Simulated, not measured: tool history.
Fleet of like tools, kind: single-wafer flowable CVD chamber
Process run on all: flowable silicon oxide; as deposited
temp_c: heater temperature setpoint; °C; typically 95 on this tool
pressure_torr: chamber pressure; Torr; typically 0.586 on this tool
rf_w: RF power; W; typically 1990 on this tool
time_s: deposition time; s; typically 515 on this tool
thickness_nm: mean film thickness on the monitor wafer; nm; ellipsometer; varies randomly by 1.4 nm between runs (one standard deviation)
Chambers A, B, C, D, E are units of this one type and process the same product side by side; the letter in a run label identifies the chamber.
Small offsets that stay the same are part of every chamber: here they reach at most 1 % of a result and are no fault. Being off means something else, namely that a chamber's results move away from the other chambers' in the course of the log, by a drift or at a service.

run,hour,temp_c,pressure_torr,rf_w,time_s,hours since the last thermocouple change,hours since the last RF generator calibration,hours since the last manometer calibration,"read-back reference wafer on the same gauge, thickness_nm",thickness_nm
1C,5.0,95,0.586,1990,515,528.3,1717.2,454.5,259.71,241.97
2E,9.6,95,0.586,1990,515,48.3,296.8,871.4,259.72,243.21
3D,16.3,95,0.586,1990,515,1589.0,1308.0,1567.8,259.43,244.22
4A,19.5,95,0.586,1990,515,1049.6,762.4,1978.3,260.03,242.14
5B,23.0,95,0.586,1990,515,1372.8,1052.2,733.9,260.06,239.53
6B,26.4,95,0.586,1990,515,1376.2,1055.6,737.3,260.14,238.34
7C,30.2,95,0.586,1990,515,553.5,1742.4,479.7,260.12,239.18
8A,36.8,95,0.586,1990,515,1066.9,779.7,1995.6,260.03,239.77
9D,41.8,95,0.586,1990,515,1614.5,1333.5,1593.3,259.99,240.21
10E,46.9,107,0.506,1990,515,85.6,334.1,908.7,259.89,132.41
11B,50.6,107,0.506,1990,515,1400.4,1079.8,761.5,259.80,128.79
12D,56.6,107,0.506,1990,515,1629.3,1348.3,1608.1,260.17,130.21
# hour 60.5: chamber D: capacitance manometer re-zeroed and calibrated
13C,62.2,107,0.506,1990,515,585.5,1774.4,511.7,259.76,130.07
# hour 66.2: chamber C: RF generator calibrated
14E,67.9,107,0.506,1990,515,106.6,355.1,929.7,260.02,132.71
15A,73.8,95,0.586,1990,515,1103.9,816.7,2032.6,259.84,241.02
16B,79.3,95,0.586,1990,515,1429.1,1108.5,790.2,260.13,240.09
17D,82.4,95,0.586,1990,515,1655.1,1374.1,21.9,259.72,227.51
18C,88.0,95,0.586,1990,515,611.3,21.9,537.5,260.10,240.97
19A,92.3,95,0.586,1990,515,1122.4,835.2,2051.1,259.84,241.07
20E,96.1,95,0.586,1990,515,134.8,383.3,957.9,260.08,241.61
21B,100.3,95,0.586,1990,515,1450.1,1129.5,811.2,260.13,238.78
# hour 103.9: chamber A: thermocouple changed; heater temperature recalibrated
22D,105.8,95,0.586,1990,515,1678.5,1397.5,45.3,259.99,226.26
23C,109.9,95,0.586,1990,515,633.2,43.8,559.4,259.69,238.02
24A,114.6,95,0.586,1990,515,10.8,857.5,2073.4,259.87,242.65
25E,118.5,95,0.483,1990,515,157.2,405.7,980.3,259.91,182.65
26B,122.6,95,0.483,1990,515,1472.4,1151.8,833.5,259.93,181.51
27D,125.6,95,0.483,1990,515,1698.3,1417.3,65.1,259.72,169.75
28E,129.8,95,0.483,1990,515,168.5,417.0,991.6,259.91,186.42
29C,134.7,95,0.483,1990,515,658.0,68.6,584.2,260.07,182.32
30A,140.9,95,0.586,1990,515,37.1,883.8,2099.7,259.67,240.77
31E,147.2,95,0.586,1990,515,185.9,434.4,1009.0,260.11,245.20

Predict what each chamber gives when all 5 of them run the settings below next.
32A,152.0,95,0.586,1990,453,,,,,?
32B,152.0,95,0.586,1990,453,,,,,?
32C,152.0,95,0.586,1990,453,,,,,?
32D,152.0,95,0.586,1990,453,,,,,?
32E,152.0,95,0.586,1990,453,,,,,?

run,thickness_nm
32A,212.39
32B,210.49
32C,212.88
32D,197.32
32E,212.22
